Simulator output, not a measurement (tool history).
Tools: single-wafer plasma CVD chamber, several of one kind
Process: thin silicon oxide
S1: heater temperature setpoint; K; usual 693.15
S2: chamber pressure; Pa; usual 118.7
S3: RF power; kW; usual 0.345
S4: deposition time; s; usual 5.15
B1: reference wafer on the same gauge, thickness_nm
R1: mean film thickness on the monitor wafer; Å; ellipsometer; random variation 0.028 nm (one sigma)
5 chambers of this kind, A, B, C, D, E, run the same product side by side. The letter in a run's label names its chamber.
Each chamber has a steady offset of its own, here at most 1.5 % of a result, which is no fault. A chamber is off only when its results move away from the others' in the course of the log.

run     day      S1     S2     S3    S4      B1      R1
 1C   0.488  693.15  118.7  0.345  5.15  11.399  108.97
 2D   0.946  693.15  118.7  0.345  5.15  11.398  107.78
 3B   1.462  693.15  118.7  0.345  5.15  11.394  108.42
 4E   1.767  693.15  118.7  0.345  5.15  11.411  109.81
 5A   2.312  693.15  118.7  0.345  5.15  11.394  107.76
      2.379  -- chamber B: capacitance manometer re-zeroed and calibrated
      2.671  -- chamber C: capacitance manometer re-zeroed and calibrated
 6A   2.708  693.15  118.7  0.345  5.15  11.396  107.71
 7E   3.179  693.15  118.7  0.345  5.15  11.401  109.98
 8C   3.638  704.15  118.7  0.345  5.15  11.398  108.13
 9D   4.125  704.15  118.7  0.345  5.15  11.398  106.84
      4.542  -- chamber E: thermocouple changed; heater temperature recalibrated
10B   4.738  704.15  118.7  0.345  5.15  11.398  107.07
11E    5.15  704.15  118.7  0.345  5.15  11.399   109.2
12C   5.646  704.15  118.7  0.345  5.15    11.4  108.22
      6.058  -- chamber E: capacitance manometer re-zeroed and calibrated
13A    6.15  693.15  118.7  0.345  5.15  11.402  107.91
14B   6.554  693.15  142.7  0.345  5.15  11.396  124.25
15D   6.875  693.15  142.7  0.345  5.15    11.4  123.59
16E   7.517  693.15  142.7  0.345  5.15  11.407  129.27
17A   7.983  693.15  142.7  0.345  5.15  11.399  124.19
18D    8.45  693.15  142.7  0.345  5.15  11.402  123.98
19B   8.808  693.15  118.7  0.345  5.15  11.405  107.84
20C   9.421  693.15  118.7  0.345  5.15  11.398  108.92
21D      10  693.15  118.7  0.345  5.15  11.405  108.13
22E  10.504  693.15  118.7  0.345  5.15  11.405  112.98
23A    10.8  693.15  118.7  0.345  5.15  11.406  108.17
     11.042  -- chamber A: capacitance manometer re-zeroed and calibrated
24B  11.438  693.15  118.7  0.345  5.15  11.401  108.45
25C  11.746  693.15  118.7  0.375  5.15  11.406  112.08
26D  12.092  693.15  118.7  0.375  5.15  11.397  111.18
27A  12.396  693.15  118.7  0.375  5.15  11.399   111.4
28C  12.875  693.15  118.7  0.375  5.15  11.404   112.2
29E  13.317  693.15  118.7  0.375  5.15  11.402  116.62
     13.617  -- chamber A: thermocouple changed; heater temperature recalibrated
30B  13.633  693.15  118.7  0.345  5.15  11.404  108.35
31E  14.067  693.15  118.7  0.345  5.15  11.402  112.28
32C  14.712  693.15  141.9  0.345  5.15  11.406  124.47
33D  15.275  693.15  141.9  0.345  5.15  11.398  123.48
34A  15.654  693.15  141.9  0.345  5.15  11.401  123.76
35B  16.142  693.15  141.9  0.345  5.15  11.399  123.57

Is one chamber off against the others, does the gauge drift, or is nothing wrong? If a chamber is off, say which, and what the likeliest cause is.

A service left chamber E off against the others.
Cause: true pressure above the setpoint (%) = 3.

Here are 4 candidates for chamber E's next run, each the usual settings with a change, their results left as question marks. Which one brings its results back in line with what the others give on the usual settings?
In line means no further than this from the other chambers' mean on the usual settings: R1 0.99 Å
36E-1  16.617  693.15  131.7  0.345  5.15       ?
36E-2  16.617  693.15  118.7  0.345  4.72       ?
36E-3  16.617  693.15  121.6  0.345  5.25       ?
36E-4  16.617  693.15  118.7  0.345  4.93       ?

The other chambers' mean on the usual settings: R1 108.22 Å
  run      R1
36E-1  122.47
36E-2   103.5
36E-3  117.52
36E-4  108.09
36E-4 brings the chamber back in line.
